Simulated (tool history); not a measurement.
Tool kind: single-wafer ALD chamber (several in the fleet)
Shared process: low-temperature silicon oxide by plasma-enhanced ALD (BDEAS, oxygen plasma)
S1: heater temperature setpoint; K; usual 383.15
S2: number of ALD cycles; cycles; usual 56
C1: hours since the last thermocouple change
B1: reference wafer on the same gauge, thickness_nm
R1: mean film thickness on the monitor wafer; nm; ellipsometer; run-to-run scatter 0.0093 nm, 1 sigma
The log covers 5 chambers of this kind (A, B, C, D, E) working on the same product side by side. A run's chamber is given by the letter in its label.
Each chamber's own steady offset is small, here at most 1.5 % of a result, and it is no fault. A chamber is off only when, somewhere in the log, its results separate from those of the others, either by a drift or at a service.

{"run": "1B", "hour": 7.3, "S1": 383.15, "S2": 56, "C1": 2024.8, "B1": 8.2196, "R1": 7.8127}
{"run": "2A", "hour": 14.9, "S1": 383.15, "S2": 56, "C1": 1285.9, "B1": 8.2203, "R1": 7.7452}
{"run": "3D", "hour": 22.6, "S1": 383.15, "S2": 56, "C1": 1472.9, "B1": 8.2164, "R1": 7.8677}
{"run": "4C", "hour": 29.5, "S1": 383.15, "S2": 56, "C1": 1825.2, "B1": 8.2178, "R1": 7.8878}
{"run": "5E", "hour": 38.0, "S1": 383.15, "S2": 56, "C1": 1777.8, "B1": 8.2155, "R1": 7.8776}
{"run": "6B", "hour": 48.8, "S1": 383.15, "S2": 56, "C1": 2066.3, "B1": 8.2161, "R1": 7.8209}
{"run": "7E", "hour": 59.3, "S1": 383.15, "S2": 56, "C1": 1799.1, "B1": 8.2112, "R1": 7.8931}
{"run": "8D", "hour": 69.9, "S1": 383.15, "S2": 56, "C1": 1520.2, "B1": 8.2143, "R1": 7.8679}
{"run": "9A", "hour": 75.1, "S1": 383.15, "S2": 56, "C1": 1346.1, "B1": 8.2109, "R1": 7.742}
{"run": "10C", "hour": 82.9, "S1": 383.15, "S2": 56, "C1": 1878.6, "B1": 8.2097, "R1": 7.8783}
{"run": "11B", "hour": 91.4, "S1": 396.15, "S2": 66, "C1": 2108.9, "B1": 8.207, "R1": 8.9775}
{"run": "12D", "hour": 96.2, "S1": 396.15, "S2": 66, "C1": 1546.5, "B1": 8.209, "R1": 9.0176}
{"run": "13A", "hour": 102.6, "S1": 396.15, "S2": 66, "C1": 1373.6, "B1": 8.2082, "R1": 8.8965}
{"run": "14C", "hour": 110.4, "S1": 396.15, "S2": 66, "C1": 1906.1, "B1": 8.2064, "R1": 9.0475}
{"run": "15E", "hour": 118.7, "S1": 396.15, "S2": 66, "C1": 1858.5, "B1": 8.2047, "R1": 9.0432}
{"run": "16B", "hour": 127.6, "S1": 383.15, "S2": 56, "C1": 2145.1, "B1": 8.2081, "R1": 7.7898}
{"run": "17E", "hour": 136.9, "S1": 383.15, "S2": 56, "C1": 1876.7, "B1": 8.2089, "R1": 7.8746}
{"run": "18C", "hour": 142.4, "S1": 383.15, "S2": 56, "C1": 1938.1, "B1": 8.2031, "R1": 7.8814}
{"run": "19A", "hour": 151.1, "S1": 383.15, "S2": 56, "C1": 1422.1, "B1": 8.2039, "R1": 7.7435}
{"run": "20D", "hour": 160.1, "S1": 383.15, "S2": 56, "C1": 1610.4, "B1": 8.204, "R1": 7.8315}
{"run": "21E", "hour": 164.8, "S1": 375.15, "S2": 56, "C1": 1904.6, "B1": 8.2009, "R1": 7.9813}
{"run": "22B", "hour": 175.4, "S1": 375.15, "S2": 56, "C1": 2192.9, "B1": 8.2026, "R1": 7.9134}
{"run": "23C", "hour": 183.8, "S1": 375.15, "S2": 56, "C1": 1979.5, "B1": 8.1989, "R1": 7.9779}
{"run": "24A", "hour": 188.6, "S1": 375.15, "S2": 56, "C1": 1459.6, "B1": 8.1985, "R1": 7.8473}
{"run": "25D", "hour": 199.2, "S1": 375.15, "S2": 56, "C1": 1649.5, "B1": 8.1975, "R1": 7.9376}
{"run": "26C", "hour": 207.0, "S1": 383.15, "S2": 56, "C1": 2002.7, "B1": 8.1965, "R1": 7.854}
{"run": "27B", "hour": 215.0, "S1": 383.15, "S2": 56, "C1": 2232.5, "B1": 8.1954, "R1": 7.799}
{"run": "28E", "hour": 221.4, "S1": 383.15, "S2": 56, "C1": 1961.2, "B1": 8.195, "R1": 7.8437}
{"run": "29A", "hour": 230.7, "S1": 383.15, "S2": 56, "C1": 1501.7, "B1": 8.1923, "R1": 7.7326}
{"run": "30D", "hour": 240.3, "S1": 375.15, "S2": 52, "C1": 1690.6, "B1": 8.1917, "R1": 7.3663}
{"run": "31A", "hour": 250.4, "S1": 375.15, "S2": 52, "C1": 1521.4, "B1": 8.1907, "R1": 7.278}
{"run": "32C", "hour": 256.4, "S1": 375.15, "S2": 52, "C1": 2052.1, "B1": 8.1925, "R1": 7.4192}
{"run": "33E", "hour": 266.8, "S1": 375.15, "S2": 52, "C1": 2006.6, "B1": 8.191, "R1": 7.4047}
{"run": "34B", "hour": 272.3, "S1": 375.15, "S2": 52, "C1": 2289.8, "B1": 8.1906, "R1": 7.3389}
{"run": "35D", "hour": 283.0, "S1": 383.15, "S2": 56, "C1": 1733.3, "B1": 8.1873, "R1": 7.8273}
{"run": "36C", "hour": 292.9, "S1": 383.15, "S2": 56, "C1": 2088.6, "B1": 8.1852, "R1": 7.8574}
{"run": "37E", "hour": 301.4, "S1": 383.15, "S2": 56, "C1": 2041.2, "B1": 8.1849, "R1": 7.8458}
{"run": "38D", "hour": 312.0, "S1": 383.15, "S2": 56, "C1": 1762.3, "B1": 8.1851, "R1": 7.8192}
{"run": "39B", "hour": 319.5, "S1": 383.15, "S2": 56, "C1": 2337.0, "B1": 8.187, "R1": 7.7958}
{"run": "40A", "hour": 325.1, "S1": 383.15, "S2": 56, "C1": 1596.1, "B1": 8.1846, "R1": 7.6948}
{"run": "41D", "hour": 331.1, "S1": 383.15, "S2": 56, "C1": 1781.4, "B1": 8.1838, "R1": 7.8119}
{"run": "42C", "hour": 337.6, "S1": 383.15, "S2": 56, "C1": 2133.3, "B1": 8.1809, "R1": 7.842}
{"run": "43E", "hour": 343.8, "S1": 383.15, "S2": 56, "C1": 2083.6, "B1": 8.1836, "R1": 7.8513}

All chambers now run identical settings, listed one chamber a line with results as question marks. What results will each chamber show?
{"run": "44A", "hour": 351.6, "S1": 383.15, "S2": 56, "R1": "?"}
{"run": "44B", "hour": 351.6, "S1": 383.15, "S2": 56, "R1": "?"}
{"run": "44C", "hour": 351.6, "S1": 383.15, "S2": 56, "R1": "?"}
{"run": "44D", "hour": 351.6, "S1": 383.15, "S2": 56, "R1": "?"}
{"run": "44E", "hour": 351.6, "S1": 383.15, "S2": 56, "R1": "?"}

run=44A R1=7.7066
run=44B R1=7.7750
run=44C R1=7.8416
run=44D R1=7.8295
run=44E R1=7.8448
